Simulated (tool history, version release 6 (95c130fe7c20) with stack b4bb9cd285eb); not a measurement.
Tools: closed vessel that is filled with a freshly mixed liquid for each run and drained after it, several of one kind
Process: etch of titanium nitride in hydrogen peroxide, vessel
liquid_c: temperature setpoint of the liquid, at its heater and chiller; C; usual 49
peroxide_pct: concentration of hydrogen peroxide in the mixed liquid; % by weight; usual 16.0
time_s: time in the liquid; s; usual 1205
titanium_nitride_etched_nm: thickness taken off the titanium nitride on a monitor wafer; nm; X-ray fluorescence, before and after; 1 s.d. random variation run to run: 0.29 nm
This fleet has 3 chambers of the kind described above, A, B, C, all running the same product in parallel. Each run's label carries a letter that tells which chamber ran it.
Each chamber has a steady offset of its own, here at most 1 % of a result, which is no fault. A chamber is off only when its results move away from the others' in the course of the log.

run	hour	liquid_c	peroxide_pct	time_s	hours since the thermometer was replaced	hours since the peroxide flow meter was replaced	hours since the drum of peroxide was connected	read-back film thickness of the titanium nitride reference wafer, read on the same gauge (nm)	titanium_nitride_etched_nm
1B	11.8	49	16.0	1205	1215.7	274.1	446.2	60.026	33.221
2C	24.7	49	16.0	1205	741.0	629.5	245.6	60.026	33.416
3A	37.7	49	16.0	1205	40.7	495.1	199.9	59.995	33.394
4A	47.2	49	16.0	1205	50.2	504.6	209.4	59.995	33.889
5C	55.8	49	16.0	1205	772.1	660.6	276.7	59.980	33.069
6B	68.7	49	16.0	1205	1272.6	331.0	503.1	59.995	33.897
7B	79.7	49	16.0	1205	1283.6	342.0	514.1	60.025	33.745
8C	91.1	49	19.5	1440	807.4	695.9	312.0	60.029	41.858
9A	99.8	49	19.5	1440	102.8	557.2	262.0	59.987	41.944
10B	112.9	49	19.5	1440	1316.8	375.2	547.3	60.003	41.388
11C	120.5	49	16.0	1205	836.8	725.3	341.4	59.999	34.258
12A	130.1	49	16.0	1205	133.1	587.5	292.3	60.009	34.107
13C	140.4	49	16.0	1205	856.7	745.2	361.3	59.988	35.178
14B	151.1	49	12.0	1495	1355.0	413.4	585.5	60.016	38.721
15A	159.7	49	12.0	1495	162.7	617.1	321.9	60.003	39.702
16A	171.5	49	12.0	1495	174.5	628.9	333.7	60.019	39.312
17B	177.5	44	16.0	665	1381.4	439.8	611.9	60.006	12.709
18C	186.2	44	16.0	665	902.5	791.0	407.1	59.983	13.892
19A	192.6	44	16.0	665	195.6	650.0	354.8	59.990	12.745
20B	202.8	49	13.0	1205	1406.7	465.1	637.2	59.987	31.980

Decide between three cases: one chamber stands off from its peers, the gauge reading all wafers drifts, or nothing is wrong past each chamber's small offset. Where a chamber is off, say which and what most likely put it there.

Chamber C drifts away from the others.
Likeliest cause: liquid hotter than its thermometer reads (K) = 1.41.

Chamber C could run next with any of the 4 candidate recipes listed below; each alters the usual settings, and their results appear as question marks. Which one brings its results back in line with what the other chambers deliver on the usual settings?
Allowed miss from the other chambers' usual-settings mean, per result, to count as in line: titanium_nitride_etched_nm 1.000 nm
21C-1	212.3	52.0	16.0	1205					?
21C-2	212.3	47.5	16.0	1205					?
21C-3	212.3	46.0	16.0	1205					?
21C-4	212.3	50.0	16.0	1250					?

On the usual settings, the other chambers give on average: titanium_nitride_etched_nm 33.533 nm
run	titanium_nitride_etched_nm
21C-1	45.643
21C-2	33.218
21C-3	29.814
21C-4	41.152
The right change is 21C-2: it brings the chamber back within the allowed miss of the others.
